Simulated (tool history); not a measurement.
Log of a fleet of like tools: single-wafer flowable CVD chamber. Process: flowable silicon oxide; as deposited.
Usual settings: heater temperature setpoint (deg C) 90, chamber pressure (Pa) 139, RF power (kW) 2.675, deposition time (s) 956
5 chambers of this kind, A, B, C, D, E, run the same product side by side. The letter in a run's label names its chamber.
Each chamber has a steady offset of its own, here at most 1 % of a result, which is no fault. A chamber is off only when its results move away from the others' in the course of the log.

run	hour	heater temperature setpoint (deg C)	chamber pressure (Pa)	RF power (kW)	deposition time (s)	read-back reference wafer on the same gauge, thickness_nm	mean film thickness on the monitor wafer (nm)
1E	6.8	90	139	2.675	956	1061.1	1190.80
2A	12.1	90	139	2.675	956	1060.2	1177.30
3B	22.0	90	139	2.675	956	1059.4	1183.50
4C	28.7	90	139	2.675	956	1061.1	1176.90
5D	40.0	90	139	2.675	956	1059.5	1174.20
6E	49.4	90	125	2.675	956	1059.6	1044.40
7B	55.1	90	125	2.675	956	1059.7	1051.40
8A	66.3	90	125	2.675	956	1060.9	1040.70
9C	75.3	90	125	2.675	956	1060.3	1049.90
10D	84.0	90	125	2.675	956	1061.5	1034.60
11C	89.2	90	139	2.675	956	1060.6	1185.10
12D	97.1	90	139	2.675	956	1060.5	1171.20
13B	105.9	90	139	2.675	956	1060.6	1183.90
14A	115.5	90	139	2.675	956	1060.0	1166.10
15E	124.4	90	139	2.675	956	1060.7	1183.60
16D	130.2	90	139	2.675	956	1060.4	1171.50
17B	141.7	90	139	2.675	956	1060.9	1183.90
18C	147.5	90	139	2.855	956	1059.9	1195.30
19A	157.0	90	139	2.855	956	1060.1	1188.50
20E	165.6	90	139	2.855	956	1060.4	1189.20
21D	173.9	90	139	2.855	956	1059.7	1175.90
22C	185.1	90	139	2.855	956	1059.8	1180.30
23E	193.6	90	139	2.675	956	1059.6	1177.40
# hour 196.5: chamber C: thermocouple changed; heater temperature recalibrated
24A	201.9	90	139	2.675	956	1059.2	1184.00
25B	213.1	90	139	2.675	956	1060.2	1177.10
26D	220.4	90	139	2.675	956	1059.7	1176.80
27C	227.0	90	139	2.675	956	1060.8	1127.90
28A	236.4	90	139	2.675	956	1060.5	1182.50
29E	242.6	90	139	2.675	956	1060.2	1182.60
30B	251.2	90	139	2.675	956	1060.6	1183.70
31A	259.3	77	139	2.675	956	1058.3	1718.50
32B	269.0	77	139	2.675	956	1059.6	1722.30
33D	275.6	77	139	2.675	956	1059.6	1722.70
34C	282.9	77	139	2.675	956	1059.8	1662.10
35E	288.4	77	139	2.675	956	1059.9	1726.30
# hour 290.8: chamber C: capacitance manometer re-zeroed and calibrated
36C	298.5	90	139	2.675	956	1059.3	1117.30
37A	307.2	90	139	2.675	956	1060.3	1173.70
# hour 307.8: chamber D: thermocouple changed; heater temperature recalibrated
38E	317.2	90	139	2.675	956	1060.7	1187.50
39D	324.1	90	139	2.675	956	1060.0	1181.50
40B	332.4	90	139	2.675	956	1059.7	1177.80
41B	343.6	85	139	2.675	956	1060.3	1373.10
42E	353.1	85	139	2.675	956	1059.6	1373.30

All 5 chambers run these settings next. Forecast each chamber's results:
43A	361.6	94	139	2.675	956		?
43B	361.6	94	139	2.675	956		?
43C	361.6	94	139	2.675	956		?
43D	361.6	94	139	2.675	956		?
43E	361.6	94	139	2.675	956		?

run	mean film thickness on the monitor wafer (nm)
43A	1023.70
43B	1030.20
43C	979.98
43D	1031.90
43E	1035.40
